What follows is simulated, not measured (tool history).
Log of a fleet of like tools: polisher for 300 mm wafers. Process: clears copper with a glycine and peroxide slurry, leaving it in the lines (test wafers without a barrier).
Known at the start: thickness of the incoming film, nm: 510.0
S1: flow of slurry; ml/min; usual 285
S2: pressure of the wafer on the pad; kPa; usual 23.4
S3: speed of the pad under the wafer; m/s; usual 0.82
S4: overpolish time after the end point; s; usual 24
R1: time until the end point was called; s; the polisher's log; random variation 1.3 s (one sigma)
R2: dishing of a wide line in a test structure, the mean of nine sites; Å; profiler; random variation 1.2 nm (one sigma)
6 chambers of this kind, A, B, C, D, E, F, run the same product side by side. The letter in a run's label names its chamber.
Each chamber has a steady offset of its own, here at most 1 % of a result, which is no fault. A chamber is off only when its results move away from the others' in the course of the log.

run 1F day=0.162 | S1=285 S2=23.4 S3=0.82 S4=24 | R1=90.326 R2=744.9
run 2D day=0.417 | S1=285 S2=23.4 S3=0.82 S4=24 | R1=91.669 R2=718.77
run 3B day=0.65 | S1=285 S2=23.4 S3=0.82 S4=24 | R1=93.185 R2=732.3
run 4A day=0.908 | S1=285 S2=23.4 S3=0.82 S4=24 | R1=90.577 R2=736.77
-- day=0.988 chamber C: slurry nozzle cleaned
run 5E day=1.188 | S1=285 S2=23.4 S3=0.82 S4=24 | R1=90.931 R2=728.57
-- day=1.283 chamber A: head pressure recalibrated
-- day=1.312 chamber F: worn pad replaced by a new one
run 6C day=1.467 | S1=285 S2=23.4 S3=0.82 S4=24 | R1=89.283 R2=740.51
run 7E day=1.6 | S1=285 S2=23.4 S3=0.82 S4=24 | R1=92.042 R2=725.89
-- day=1.621 chamber D: worn pad replaced by a new one
run 8F day=1.725 | S1=285 S2=23.4 S3=0.82 S4=24 | R1=92.611 R2=717.78
-- day=1.842 chamber C: worn pad replaced by a new one
run 9C day=1.925 | S1=285 S2=23.4 S3=0.82 S4=24 | R1=91.773 R2=721.91
-- day=1.958 chamber A: worn pad replaced by a new one
-- day=2.125 chamber E: slurry nozzle cleaned
run 10B day=2.125 | S1=285 S2=23.4 S3=0.82 S4=24 | R1=91.468 R2=721.49
-- day=2.204 chamber C: head pressure recalibrated
run 11D day=2.321 | S1=285 S2=23.4 S3=0.82 S4=24 | R1=92.996 R2=718.11
-- day=2.396 chamber B: worn pad replaced by a new one
run 12A day=2.538 | S1=285 S2=23.4 S3=0.82 S4=24 | R1=92.747 R2=732.63
run 13D day=2.758 | S1=285 S2=23.4 S3=0.82 S4=24 | R1=93.384 R2=747.82
-- day=2.858 chamber D: head pressure recalibrated
run 14C day=3.042 | S1=285 S2=23.4 S3=0.82 S4=24 | R1=89.015 R2=731.22
run 15F day=3.204 | S1=285 S2=23.4 S3=0.82 S4=24 | R1=93.191 R2=725.46
-- day=3.283 chamber B: head pressure recalibrated
run 16A day=3.471 | S1=285 S2=23.4 S3=0.82 S4=24 | R1=88.416 R2=727.2
run 17B day=3.604 | S1=285 S2=23.4 S3=0.82 S4=24 | R1=92.501 R2=698.65
-- day=3.721 chamber D: worn pad replaced by a new one
run 18E day=3.746 | S1=285 S2=23.4 S3=0.82 S4=24 | R1=89.181 R2=723.54
run 19C day=3.896 | S1=285 S2=23.4 S3=0.82 S4=24 | R1=89.987 R2=710.83
run 20D day=4.171 | S1=285 S2=23.4 S3=0.82 S4=24 | R1=90.448 R2=747.54
run 21A day=4.358 | S1=375 S2=31 S3=0.82 S4=24 | R1=70.088 R2=837.76
-- day=4.558 chamber C: worn pad replaced by a new one
run 22B day=4.571 | S1=375 S2=31 S3=0.82 S4=24 | R1=70.645 R2=853.28
-- day=4.642 chamber F: worn pad replaced by a new one
run 23E day=4.696 | S1=375 S2=31 S3=0.82 S4=24 | R1=68.369 R2=875.74
-- day=4.725 chamber E: worn pad replaced by a new one
run 24F day=4.892 | S1=375 S2=31 S3=0.82 S4=24 | R1=69.954 R2=860.84
run 25B day=5.058 | S1=375 S2=31 S3=0.82 S4=24 | R1=71.413 R2=859.78
-- day=5.062 chamber B: worn pad replaced by a new one
run 26A day=5.342 | S1=375 S2=31 S3=0.82 S4=24 | R1=69.313 R2=850.84
run 27C day=5.483 | S1=315 S2=23.4 S3=0.82 S4=37 | R1=89.257 R2=919.53
-- day=5.529 chamber D: worn pad replaced by a new one
run 28E day=5.621 | S1=315 S2=23.4 S3=0.82 S4=37 | R1=86.49 R2=954.31
-- day=5.762 chamber A: worn pad replaced by a new one
run 29D day=5.796 | S1=315 S2=23.4 S3=0.82 S4=37 | R1=90.27 R2=942.8
run 30F day=5.983 | S1=315 S2=23.4 S3=0.82 S4=37 | R1=90.365 R2=947.71
run 31D day=6.108 | S1=315 S2=23.4 S3=0.82 S4=37 | R1=91.139 R2=981.82
run 32E day=6.292 | S1=315 S2=23.4 S3=0.82 S4=37 | R1=83.153 R2=931.88
run 33F day=6.579 | S1=285 S2=23.4 S3=0.82 S4=24 | R1=92.906 R2=701.07
run 34B day=6.712 | S1=285 S2=23.4 S3=0.82 S4=24 | R1=91.787 R2=747.92
run 35A day=6.846 | S1=285 S2=23.4 S3=0.82 S4=24 | R1=91.78 R2=724.44
run 36C day=6.983 | S1=285 S2=23.4 S3=0.82 S4=24 | R1=91.149 R2=706.69
run 37F day=7.146 | S1=285 S2=23.4 S3=0.82 S4=24 | R1=91.63 R2=730.98
-- day=7.158 chamber A: slurry nozzle cleaned
-- day=7.204 chamber B: worn pad replaced by a new one
-- day=7.279 chamber D: worn pad replaced by a new one
run 38A day=7.283 | S1=285 S2=23.4 S3=0.82 S4=24 | R1=91.042 R2=724.82
-- day=7.479 chamber B: slurry nozzle cleaned
run 39E day=7.567 | S1=285 S2=23.4 S3=0.82 S4=24 | R1=87.319 R2=772.64
run 40C day=7.833 | S1=285 S2=23.4 S3=0.82 S4=24 | R1=88.937 R2=743.05
run 41B day=8.067 | S1=195 S2=23.4 S3=1.02 S4=24 | R1=78.403 R2=791.11
run 42D day=8.238 | S1=195 S2=23.4 S3=1.02 S4=24 | R1=77.742 R2=794.8

What goes on in this fleet: one chamber off, a drifting gauge, or nothing beyond the chambers' own small offsets? Name the chamber and the cause, if any.

Chamber E drifts away from the others.
Cause: head's pressure above its setpoint, % = 11.

Here are 4 candidates for chamber E's next run, each the usual settings with a change, their results left as question marks. Which one brings its results back in line with what the others give on the usual settings?
In line means no further than this from the other chambers' mean on the usual settings: R1 4.4 s; R2 43 Å
run 43E-1 day=8.446 | S1=290 S2=26.2 S3=0.9 S4=25 | R1=? R2=?
run 43E-2 day=8.446 | S1=285 S2=22.1 S3=0.78 S4=24 | R1=? R2=?
run 43E-3 day=8.446 | S1=280 S2=20.7 S3=0.74 S4=23 | R1=? R2=?
run 43E-4 day=8.446 | S1=285 S2=24.8 S3=0.86 S4=24 | R1=? R2=?

The other chambers' mean on the usual settings: R1 91.236 s; R2 725.67 Å
run=43E-1 R1=71.061 R2=886.35
run=43E-2 R1=92.552 R2=738.18
run=43E-3 R1=101.86 R2=673.52
run=43E-4 R1=77.445 R2=824.48
43E-2 brings the chamber back in line.

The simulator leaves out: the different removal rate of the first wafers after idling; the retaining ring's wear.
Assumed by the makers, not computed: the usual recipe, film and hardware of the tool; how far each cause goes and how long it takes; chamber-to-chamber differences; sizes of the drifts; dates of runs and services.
